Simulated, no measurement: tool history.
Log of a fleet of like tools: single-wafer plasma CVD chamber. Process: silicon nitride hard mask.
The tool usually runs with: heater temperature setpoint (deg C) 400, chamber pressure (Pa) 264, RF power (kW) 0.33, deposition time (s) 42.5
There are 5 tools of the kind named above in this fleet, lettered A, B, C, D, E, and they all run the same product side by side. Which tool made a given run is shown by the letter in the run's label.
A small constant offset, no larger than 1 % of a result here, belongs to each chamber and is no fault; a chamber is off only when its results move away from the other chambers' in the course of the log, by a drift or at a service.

run,hour,heater temperature setpoint (deg C),chamber pressure (Pa),RF power (kW),deposition time (s),hours since the last thermocouple change,hours since the last RF generator calibration,hours since the last manometer calibration,"read-back reference wafer on the same gauge, thickness_nm",mean film thickness on the monitor wafer (angstrom)
1D,12.2,400,264,0.33,42.5,183.5,1253.4,2075.9,46.906,554.24
2C,23,400,264,0.33,42.5,1860.6,344.2,1337,46.933,548.56
3E,28.7,400,264,0.33,42.5,289.1,940.1,1342.5,46.923,551.61
4A,41,400,264,0.33,42.5,291.4,210.3,61,46.927,551.1
5B,47.1,400,264,0.33,42.5,310.2,1070.3,292,46.937,554.53
# hour 47.3: chamber C: thermocouple changed; heater temperature recalibrated
# hour 56: chamber D: RF generator calibrated
6B,58.9,400,264,0.33,42.5,322,1082.1,303.8,46.932,557.28
7E,69.4,400,264,0.33,45.1,329.8,980.8,1383.2,46.936,585.19
8D,78.2,400,264,0.33,45.1,249.5,22.3,2141.9,46.964,589.82
9A,90.6,400,264,0.33,45.1,341,259.9,110.6,46.955,585.27
10C,99.9,400,264,0.33,45.1,52.6,421.1,1413.9,46.976,583.74
11E,105.3,400,264,0.33,45.1,365.7,1016.7,1419.1,46.984,583.84
12A,115.5,400,264,0.33,42.5,365.9,284.8,135.5,46.981,550.78
13D,123.8,400,264,0.33,42.5,295.1,67.9,2187.5,47.001,553.19
14B,132.8,400,264,0.33,42.5,395.9,1156,377.7,46.991,556.49
15C,139.2,400,264,0.33,42.5,91.9,460.4,1453.2,47.008,550.55
# hour 141.7: chamber E: RF generator calibrated
16C,147.6,400,264,0.33,42.5,100.3,468.8,1461.6,47.007,550.37
17A,156.3,400,264,0.33,42.5,406.7,325.6,176.3,46.995,550.73
18E,167.8,400,264,0.33,42.5,428.2,26.2,1481.6,47.01,550.44
19D,177.2,400,264,0.33,42.5,348.5,121.3,2240.9,47.023,554.95
20B,185.4,400,264,0.33,42.5,448.5,1208.6,430.3,47.041,555.44
21E,197.2,400,264,0.33,42.5,457.6,55.6,1511,47.043,552.32
22D,209.9,400,264,0.33,42.5,381.2,154,2273.6,47.074,554.87
23A,221.2,400,264,0.33,42.5,471.6,390.5,241.2,47.07,550.97
24C,228.7,400,264,0.33,42.5,181.4,549.9,1542.7,47.052,550.07
25B,238.6,400,264,0.33,42.5,501.7,1261.8,483.5,47.051,556.83
26A,245.7,400,264,0.33,42.5,496.1,415,265.7,47.086,551.97
27E,255.9,400,264,0.33,42.5,516.3,114.3,1569.7,47.088,552.06
28B,264.4,400,264,0.33,42.5,527.5,1287.6,509.3,47.118,556.12
29C,269.9,400,264,0.33,42.5,222.6,591.1,1583.9,47.081,551.27
# hour 275.2: chamber E: capacitance manometer re-zeroed and calibrated
30D,280,400,264,0.33,49.3,451.3,224.1,2343.7,47.097,646.55
31D,285.7,400,264,0.33,49.3,457,229.8,2349.4,47.115,643.99
# hour 290.3: chamber C: capacitance manometer re-zeroed and calibrated
32B,294.1,400,264,0.33,49.3,557.2,1317.3,539,47.117,646.41
33A,305.8,400,264,0.33,49.3,556.2,475.1,325.8,47.126,641
34E,316.6,400,264,0.33,49.3,577,175,41.4,47.108,640.92
35C,328.1,400,264,0.33,42.5,280.8,649.3,37.8,47.126,550.94
36B,337.2,400,264,0.33,42.5,600.3,1360.4,582.1,47.135,556.26
37C,344.3,400,264,0.33,42.5,297,665.5,54,47.137,552.35
38E,355.6,400,264,0.33,37.4,616,214,80.4,47.15,488.02
39D,365.1,400,264,0.33,37.4,536.4,309.2,2428.8,47.159,490.43
40A,376.8,400,264,0.33,37.4,627.2,546.1,396.8,47.154,486.99
41D,384.7,400,264,0.33,37.4,556,328.8,2448.4,47.186,489.88
42C,391.2,400,264,0.33,37.4,343.9,712.4,100.9,47.188,485.46
43E,400.3,400,264,0.33,42.5,660.7,258.7,125.1,47.177,554.23
44A,412.3,400,264,0.33,42.5,662.7,581.6,432.3,47.207,553.55

Does one chamber stand apart from the rest, does the shared gauge drift, or is all well apart from small per-chamber offsets? Give the chamber and the most likely cause, where there is one.

The gauge drifts, so all chambers seem to drift together. No chamber is off.
Likeliest cause: gauge reads high (%) = 0.639.
